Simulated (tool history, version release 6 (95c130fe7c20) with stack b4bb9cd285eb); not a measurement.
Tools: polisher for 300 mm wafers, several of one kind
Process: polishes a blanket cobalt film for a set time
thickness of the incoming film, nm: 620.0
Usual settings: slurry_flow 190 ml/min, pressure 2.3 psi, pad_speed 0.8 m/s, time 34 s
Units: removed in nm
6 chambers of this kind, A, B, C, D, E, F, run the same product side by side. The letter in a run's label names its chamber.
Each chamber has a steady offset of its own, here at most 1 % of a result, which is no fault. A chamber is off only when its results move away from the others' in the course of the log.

run,hour,slurry_flow,pressure,pad_speed,time,removed
# hour 5.5: chamber C: slurry nozzle cleaned
1C,7.7,190,2.3,0.8,34,165.53
# hour 11.2: chamber B: worn pad replaced by a new one
# hour 14.1: chamber A: worn pad replaced by a new one
2A,15.4,190,2.3,0.8,34,162.04
3E,23.5,190,2.3,0.8,34,164.92
4D,34.6,190,2.3,0.8,34,163.75
# hour 39.9: chamber E: head pressure recalibrated
# hour 44.9: chamber B: head pressure recalibrated
5B,48.2,190,2.3,0.8,34,165.09
# hour 50.2: chamber C: worn pad replaced by a new one
6F,59.6,190,2.3,0.8,34,161.49
# hour 65.7: chamber D: worn pad replaced by a new one
7C,69.5,190,2.3,0.8,34,158.95
8B,82.3,190,2.3,0.8,34,164.85
# hour 88.5: chamber F: worn pad replaced by a new one
# hour 91.6: chamber A: slurry nozzle cleaned
9A,93.8,190,2.3,0.8,34,162.85
10F,106.5,190,2.3,0.8,34,163.59
# hour 109.4: chamber A: worn pad replaced by a new one
11D,117.6,190,2.3,0.8,34,165.89
# hour 122.6: chamber B: worn pad replaced by a new one
12E,131.0,190,2.3,0.8,34,166.44
13D,138.7,190,2.3,0.8,34,164.00
# hour 139.2: chamber E: worn pad replaced by a new one
# hour 144.5: chamber C: worn pad replaced by a new one
14A,147.8,190,2.3,0.8,34,165.51
# hour 150.2: chamber F: slurry nozzle cleaned
# hour 155.3: chamber D: slurry nozzle cleaned
15C,158.5,190,2.3,0.8,34,165.33
# hour 162.1: chamber D: worn pad replaced by a new one
# hour 168.0: chamber F: head pressure recalibrated
16B,171.3,190,2.3,0.8,34,166.08
# hour 183.0: chamber F: worn pad replaced by a new one
17E,184.8,190,2.3,0.8,34,162.06
# hour 191.4: chamber A: worn pad replaced by a new one
18F,196.5,190,2.3,0.8,34,147.75
# hour 197.0: chamber A: head pressure recalibrated
19E,206.8,240,1.8,0.8,34,132.42
# hour 213.8: chamber B: slurry nozzle cleaned
20F,218.9,240,1.8,0.8,34,117.02
# hour 223.6: chamber C: slurry nozzle cleaned
21A,226.7,240,1.8,0.8,34,131.29
# hour 229.2: chamber C: worn pad replaced by a new one
# hour 237.7: chamber B: worn pad replaced by a new one
22B,242.1,240,1.8,0.8,34,133.43
23D,255.7,240,1.8,0.8,34,132.33
# hour 256.5: chamber D: head pressure recalibrated
# hour 260.2: chamber F: worn pad replaced by a new one
24C,270.6,240,1.8,0.8,34,130.48
# hour 272.9: chamber D: worn pad replaced by a new one
25C,280.0,190,2.3,0.8,34,163.95
26F,294.2,190,2.3,0.8,34,150.83
# hour 299.3: chamber A: worn pad replaced by a new one
# hour 306.0: chamber C: worn pad replaced by a new one
27B,307.5,190,2.3,0.8,34,164.17
28E,315.6,190,2.3,0.8,27,132.17
29A,327.7,190,2.3,0.8,27,130.04
30D,338.9,190,2.3,0.8,27,128.16
31E,352.6,190,2.3,0.8,27,130.10
# hour 355.7: chamber F: worn pad replaced by a new one
# hour 359.9: chamber B: worn pad replaced by a new one
32B,360.6,190,2.3,0.8,27,130.27
# hour 371.7: chamber D: worn pad replaced by a new one
33A,372.2,190,2.3,0.8,27,127.81
34D,386.7,190,2.3,0.8,34,163.18
# hour 399.5: chamber C: worn pad replaced by a new one
35C,402.4,190,2.0,0.8,34,140.61
36F,414.0,190,2.0,0.8,34,125.55
37F,423.4,190,2.0,0.8,34,130.12
38D,435.9,190,2.0,0.8,34,143.83

All 6 chambers run these settings next. Forecast each chamber's results:
39A,447.8,190,2.3,0.8,34,?
39B,447.8,190,2.3,0.8,34,?
39C,447.8,190,2.3,0.8,34,?
39D,447.8,190,2.3,0.8,34,?
39E,447.8,190,2.3,0.8,34,?
39F,447.8,190,2.3,0.8,34,?

run,removed
39A,163.80
39B,166.96
39C,164.89
39D,163.70
39E,164.17
39F,147.96
